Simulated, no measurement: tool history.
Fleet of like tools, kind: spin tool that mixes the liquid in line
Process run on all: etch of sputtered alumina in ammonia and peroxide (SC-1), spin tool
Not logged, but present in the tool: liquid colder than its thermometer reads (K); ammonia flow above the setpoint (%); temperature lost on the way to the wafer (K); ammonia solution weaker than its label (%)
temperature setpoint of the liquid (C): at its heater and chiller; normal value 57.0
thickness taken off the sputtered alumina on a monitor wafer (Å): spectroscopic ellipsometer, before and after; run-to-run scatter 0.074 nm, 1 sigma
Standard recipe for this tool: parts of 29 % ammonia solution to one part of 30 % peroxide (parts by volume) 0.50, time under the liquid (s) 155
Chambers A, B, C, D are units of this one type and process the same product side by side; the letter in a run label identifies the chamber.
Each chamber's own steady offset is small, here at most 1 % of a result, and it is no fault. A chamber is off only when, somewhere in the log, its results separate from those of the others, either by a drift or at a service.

| run | day | temperature setpoint of the liquid (C) | parts of 29 % ammonia solution to one part of 30 % peroxide (parts by volume) | time under the liquid (s) | hours since the thermometer was replaced | hours since the ammonia flow meter was replaced | hours since the heated supply line was repaired | hours since the drum of ammonia solution was connected | read-back film thickness of the sputtered alumina reference wafer, read on the same gauge (nm) | thickness taken off the sputtered alumina on a monitor wafer (Å) |
|---|---|---|---|---|---|---|---|---|---|---|
| 1A | 0.171 | 57.0 | 0.50 | 155 | 419.9 | 294.9 | 911.5 | 316.5 | 80.003 | 211.13 |
| 2C | 0.375 | 57.0 | 0.50 | 155 | 216.6 | 78.9 | 473.6 | 399.4 | 80.025 | 214.73 |
| 3D | 0.488 | 57.0 | 0.50 | 155 | 1219.1 | 438.7 | 278.0 | 345.6 | 79.997 | 215.15 |
| 4B | 0.617 | 57.0 | 0.50 | 155 | 553.3 | 544.6 | 1898.4 | 130.2 | 80.009 | 213.10 |
| 5D | 0.800 | 57.0 | 0.50 | 155 | 1226.6 | 446.2 | 285.5 | 353.1 | 80.008 | 214.65 |
| 6C | 0.983 | 57.0 | 0.50 | 155 | 231.2 | 93.5 | 488.2 | 414.0 | 79.982 | 213.52 |
| 7A | 1.079 | 57.0 | 0.50 | 155 | 441.7 | 316.7 | 933.3 | 338.3 | 79.997 | 212.43 |
| 8B | 1.200 | 57.0 | 0.50 | 155 | 567.3 | 558.6 | 1912.4 | 144.2 | 79.983 | 212.64 |
| 9D | 1.333 | 57.0 | 0.50 | 155 | 1239.4 | 459.0 | 298.3 | 365.9 | 80.015 | 213.46 |
| 10A | 1.554 | 57.0 | 0.50 | 155 | 453.1 | 328.1 | 944.7 | 349.7 | 80.017 | 212.41 |
| 11C | 1.704 | 57.0 | 0.50 | 155 | 248.5 | 110.8 | 505.5 | 431.3 | 79.991 | 214.95 |
| 12B | 1.867 | 57.0 | 0.50 | 155 | 583.3 | 574.6 | 1928.4 | 160.2 | 79.996 | 211.26 |
|  | 2.029 | chamber D: new drum of ammonia solution connected |
| 13A | 2.062 | 57.0 | 0.50 | 155 | 465.3 | 340.3 | 956.9 | 361.9 | 80.004 | 213.08 |
| 14B | 2.233 | 61.0 | 0.65 | 155 | 592.1 | 583.4 | 1937.2 | 169.0 | 79.993 | 267.17 |
| 15C | 2.392 | 61.0 | 0.65 | 155 | 265.0 | 127.3 | 522.0 | 447.8 | 79.994 | 271.07 |
| 16D | 2.583 | 61.0 | 0.65 | 155 | 1269.4 | 489.0 | 328.3 | 13.3 | 80.000 | 268.87 |
| 17D | 2.767 | 61.0 | 0.65 | 155 | 1273.8 | 493.4 | 332.7 | 17.7 | 80.001 | 269.47 |
| 18C | 2.900 | 57.0 | 0.50 | 155 | 277.2 | 139.5 | 534.2 | 460.0 | 80.000 | 215.50 |
| 19B | 3.079 | 57.0 | 0.50 | 155 | 612.4 | 603.7 | 1957.5 | 189.3 | 79.981 | 210.16 |
| 20A | 3.217 | 57.0 | 0.50 | 155 | 493.0 | 368.0 | 984.6 | 389.6 | 79.985 | 212.08 |
| 21B | 3.354 | 57.0 | 0.50 | 155 | 619.0 | 610.3 | 1964.1 | 195.9 | 79.992 | 208.19 |
| 22A | 3.492 | 57.0 | 0.50 | 155 | 499.6 | 374.6 | 991.2 | 396.2 | 79.997 | 211.53 |
| 23C | 3.629 | 57.0 | 0.50 | 155 | 294.7 | 157.0 | 551.7 | 477.5 | 80.001 | 214.65 |
| 24D | 3.842 | 66.5 | 0.50 | 155 | 1299.6 | 519.2 | 358.5 | 43.5 | 79.979 | 343.58 |
| 25A | 3.938 | 66.5 | 0.50 | 155 | 510.3 | 385.3 | 1001.9 | 406.9 | 79.999 | 344.80 |
| 26B | 4.133 | 66.5 | 0.50 | 155 | 637.7 | 629.0 | 1982.8 | 214.6 | 80.011 | 338.45 |

Does one chamber stand apart from the rest, does the shared gauge drift, or is all well apart from small per-chamber offsets? Give the chamber and the most likely cause, where there is one.

Little by little, chamber B moves away from the other chambers.
Cause: temperature lost on the way to the wafer (K) = 0.654.
Not necessarily distinguishable in this log from: liquid colder than its thermometer reads (K).

Below are 4 candidate recipes for chamber B's next run, each the usual settings with a change, their results shown as question marks. Which of them brings B's results back in line with what the other chambers give on the usual settings?
Counts as in line when no further than this from what the other chambers average on the usual settings: thickness taken off the sputtered alumina on a monitor wafer (Å) 2.60
| 27B-1 | 4.296 | 57.0 | 0.35 | 155 |  |  |  |  |  | ? |
| 27B-2 | 4.296 | 57.0 | 0.45 | 155 |  |  |  |  |  | ? |
| 27B-3 | 4.296 | 57.0 | 0.50 | 160 |  |  |  |  |  | ? |
| 27B-4 | 4.296 | 57.0 | 0.55 | 155 |  |  |  |  |  | ? |

Average result of the remaining chambers running the usual settings: thickness taken off the sputtered alumina on a monitor wafer (Å) 213.40
| run | thickness taken off the sputtered alumina on a monitor wafer (Å) |
|---|---|
| 27B-1 | 200.34 |
| 27B-2 | 205.15 |
| 27B-3 | 213.88 |
| 27B-4 | 209.07 |
The answer is 27B-3, which returns the chamber to within the allowed miss of the others.
